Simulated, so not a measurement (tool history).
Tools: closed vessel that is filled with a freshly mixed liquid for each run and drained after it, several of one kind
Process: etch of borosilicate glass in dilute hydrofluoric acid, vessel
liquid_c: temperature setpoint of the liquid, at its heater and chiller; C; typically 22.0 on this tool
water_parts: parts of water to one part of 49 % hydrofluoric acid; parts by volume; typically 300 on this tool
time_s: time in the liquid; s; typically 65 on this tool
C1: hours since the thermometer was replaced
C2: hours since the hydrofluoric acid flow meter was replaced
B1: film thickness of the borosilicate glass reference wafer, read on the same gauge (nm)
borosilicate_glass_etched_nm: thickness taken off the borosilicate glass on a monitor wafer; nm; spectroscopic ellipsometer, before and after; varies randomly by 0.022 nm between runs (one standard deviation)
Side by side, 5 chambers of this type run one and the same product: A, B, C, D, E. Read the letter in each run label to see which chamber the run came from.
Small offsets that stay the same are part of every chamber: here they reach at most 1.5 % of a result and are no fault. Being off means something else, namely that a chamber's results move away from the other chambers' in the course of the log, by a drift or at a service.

Run 1E, hour 9.1: usual settings; C1 840.6; C2 1054.0; B1 29.991. Result: borosilicate_glass_etched_nm 4.0571 nm.
Run 2C, hour 16.7: usual settings; C1 99.5; C2 1713.6; B1 30.000. Result: borosilicate_glass_etched_nm 4.1408 nm.
Run 3D, hour 28.1: usual settings; C1 225.6; C2 2325.8; B1 30.013. Result: borosilicate_glass_etched_nm 4.1430 nm.
Run 4A, hour 35.2: usual settings; C1 2144.5; C2 177.2; B1 29.992. Result: borosilicate_glass_etched_nm 4.0936 nm.
Run 5B, hour 44.9: usual settings but water_parts 430 parts by volume; C1 147.7; C2 819.5; B1 30.004. Result: borosilicate_glass_etched_nm 2.5794 nm.
Run 6E, hour 57.2: usual settings but water_parts 430 parts by volume; C1 888.7; C2 1102.1; B1 30.017. Result: borosilicate_glass_etched_nm 2.5728 nm.
Run 7C, hour 64.7: usual settings but water_parts 430 parts by volume; C1 147.5; C2 1761.6; B1 29.999. Result: borosilicate_glass_etched_nm 2.5887 nm.
Run 8B, hour 74.4: usual settings but water_parts 430 parts by volume; C1 177.2; C2 849.0; B1 29.991. Result: borosilicate_glass_etched_nm 2.5735 nm.
Run 9A, hour 86.4: usual settings but water_parts 430 parts by volume; C1 2195.7; C2 228.4; B1 29.996. Result: borosilicate_glass_etched_nm 2.5400 nm.
Run 10D, hour 95.6: usual settings; C1 293.1; C2 2393.3; B1 29.995. Result: borosilicate_glass_etched_nm 4.1938 nm.
Run 11B, hour 104.6: usual settings; C1 207.4; C2 879.2; B1 30.008. Result: borosilicate_glass_etched_nm 4.1540 nm.
Run 12C, hour 117.7: usual settings; C1 200.5; C2 1814.6; B1 30.006. Result: borosilicate_glass_etched_nm 4.1345 nm.
Run 13D, hour 127.8: usual settings; C1 325.3; C2 2425.5; B1 29.992. Result: borosilicate_glass_etched_nm 4.1538 nm.
At hour 130.2: chamber D: hydrofluoric acid flow meter replaced.
Run 14E, hour 134.5: usual settings; C1 966.0; C2 1179.4; B1 30.004. Result: borosilicate_glass_etched_nm 4.0719 nm.
Run 15A, hour 143.3: usual settings; C1 2252.6; C2 285.3; B1 30.008. Result: borosilicate_glass_etched_nm 4.1189 nm.
Run 16B, hour 150.0: usual settings; C1 252.8; C2 924.6; B1 30.006. Result: borosilicate_glass_etched_nm 4.1360 nm.
Run 17C, hour 157.9: usual settings; C1 240.7; C2 1854.8; B1 29.988. Result: borosilicate_glass_etched_nm 4.1472 nm.
Run 18E, hour 169.6: usual settings; C1 1001.1; C2 1214.5; B1 30.017. Result: borosilicate_glass_etched_nm 4.1119 nm.
Run 19A, hour 178.3: usual settings; C1 2287.6; C2 320.3; B1 30.014. Result: borosilicate_glass_etched_nm 4.0932 nm.
Run 20D, hour 187.8: usual settings; C1 385.3; C2 57.7; B1 29.996. Result: borosilicate_glass_etched_nm 4.1700 nm.
Run 21C, hour 201.5: usual settings; C1 284.3; C2 1898.4; B1 30.012. Result: borosilicate_glass_etched_nm 4.2000 nm.
Run 22D, hour 211.6: usual settings; C1 409.1; C2 81.5; B1 29.989. Result: borosilicate_glass_etched_nm 4.2282 nm.
Run 23E, hour 222.3: usual settings; C1 1053.8; C2 1267.2; B1 29.992. Result: borosilicate_glass_etched_nm 4.0763 nm.
Run 24B, hour 230.5: usual settings; C1 333.3; C2 1005.1; B1 29.987. Result: borosilicate_glass_etched_nm 4.1807 nm.
Run 25A, hour 243.1: usual settings; C1 2352.4; C2 385.1; B1 30.007. Result: borosilicate_glass_etched_nm 4.0717 nm.
Run 26E, hour 255.5: usual settings; C1 1087.0; C2 1300.4; B1 30.019. Result: borosilicate_glass_etched_nm 4.0932 nm.
Run 27A, hour 262.0: usual settings but liquid_c 24.5 C; C1 2371.3; C2 404.0; B1 29.990. Result: borosilicate_glass_etched_nm 4.5370 nm.
Run 28D, hour 269.1: usual settings but liquid_c 24.5 C; C1 466.6; C2 139.0; B1 30.020. Result: borosilicate_glass_etched_nm 4.5707 nm.
Run 29B, hour 278.2: usual settings but liquid_c 24.5 C; C1 381.0; C2 1052.8; B1 30.005. Result: borosilicate_glass_etched_nm 4.5875 nm.
At hour 280.7: chamber A: thermometer replaced.
Run 30C, hour 287.5: usual settings but liquid_c 24.5 C; C1 370.3; C2 1984.4; B1 29.998. Result: borosilicate_glass_etched_nm 4.5287 nm.
Run 31B, hour 296.1: usual settings but liquid_c 24.5 C; C1 398.9; C2 1070.7; B1 30.001. Result: borosilicate_glass_etched_nm 4.5810 nm.
Run 32E, hour 306.3: usual settings; C1 1137.8; C2 1351.2; B1 30.005. Result: borosilicate_glass_etched_nm 4.0844 nm.
Run 33D, hour 315.6: usual settings but water_parts 395 parts by volume; C1 513.1; C2 185.5; B1 30.007. Result: borosilicate_glass_etched_nm 2.9917 nm.
Run 34C, hour 327.1: usual settings but water_parts 395 parts by volume; C1 409.9; C2 2024.0; B1 30.003. Result: borosilicate_glass_etched_nm 2.8771 nm.
Run 35A, hour 336.9: usual settings but water_parts 395 parts by volume; C1 56.2; C2 478.9; B1 30.007. Result: borosilicate_glass_etched_nm 2.8820 nm.
At hour 344.1: chamber C: hydrofluoric acid flow meter replaced.
Run 36B, hour 348.3: usual settings but water_parts 395 parts by volume; C1 451.1; C2 1122.9; B1 30.001. Result: borosilicate_glass_etched_nm 2.9113 nm.
Run 37A, hour 357.3: usual settings but water_parts 395 parts by volume; C1 76.6; C2 499.3; B1 29.998. Result: borosilicate_glass_etched_nm 2.8683 nm.
Run 38E, hour 368.5: usual settings; C1 1200.0; C2 1413.4; B1 30.006. Result: borosilicate_glass_etched_nm 4.0725 nm.
Run 39D, hour 381.7: usual settings; C1 579.2; C2 251.6; B1 29.986. Result: borosilicate_glass_etched_nm 4.3412 nm.
Run 40C, hour 393.8: usual settings; C1 476.6; C2 49.8; B1 29.978. Result: borosilicate_glass_etched_nm 4.1617 nm.
Run 41D, hour 403.7: usual settings; C1 601.2; C2 273.6; B1 30.014. Result: borosilicate_glass_etched_nm 4.2762 nm.

Does one chamber stand apart from the rest, does the shared gauge drift, or is all well apart from small per-chamber offsets? Give the chamber and the most likely cause, where there is one.

Chamber D drifts away from the others.
Likeliest cause: liquid hotter than its thermometer reads (K) = 1.27.

Below are 4 candidate recipes for chamber D's next run, each the usual settings with a change, their results shown as question marks. Which of them brings D's results back in line with what the other chambers give on the usual settings?
In-line tolerance around the mean of the other chambers on the usual settings: borosilicate_glass_etched_nm 0.0770 nm
Run 42D-1, hour 413.7: usual settings but water_parts 310 parts by volume. Result: borosilicate_glass_etched_nm ?.
Run 42D-2, hour 413.7: usual settings but water_parts 290 parts by volume. Result: borosilicate_glass_etched_nm ?.
Run 42D-3, hour 413.7: usual settings but time_s 60 s. Result: borosilicate_glass_etched_nm ?.
Run 42D-4, hour 413.7: usual settings but water_parts 280 parts by volume. Result: borosilicate_glass_etched_nm ?.

The mean the other chambers reach with the usual settings: borosilicate_glass_etched_nm 4.1390 nm
  run  borosilicate_glass_etched_nm
42D-1                        4.1409
42D-2                        4.5082
42D-3                        3.9859
42D-4                        4.7126
42D-1 puts the chamber back in line with the other chambers.

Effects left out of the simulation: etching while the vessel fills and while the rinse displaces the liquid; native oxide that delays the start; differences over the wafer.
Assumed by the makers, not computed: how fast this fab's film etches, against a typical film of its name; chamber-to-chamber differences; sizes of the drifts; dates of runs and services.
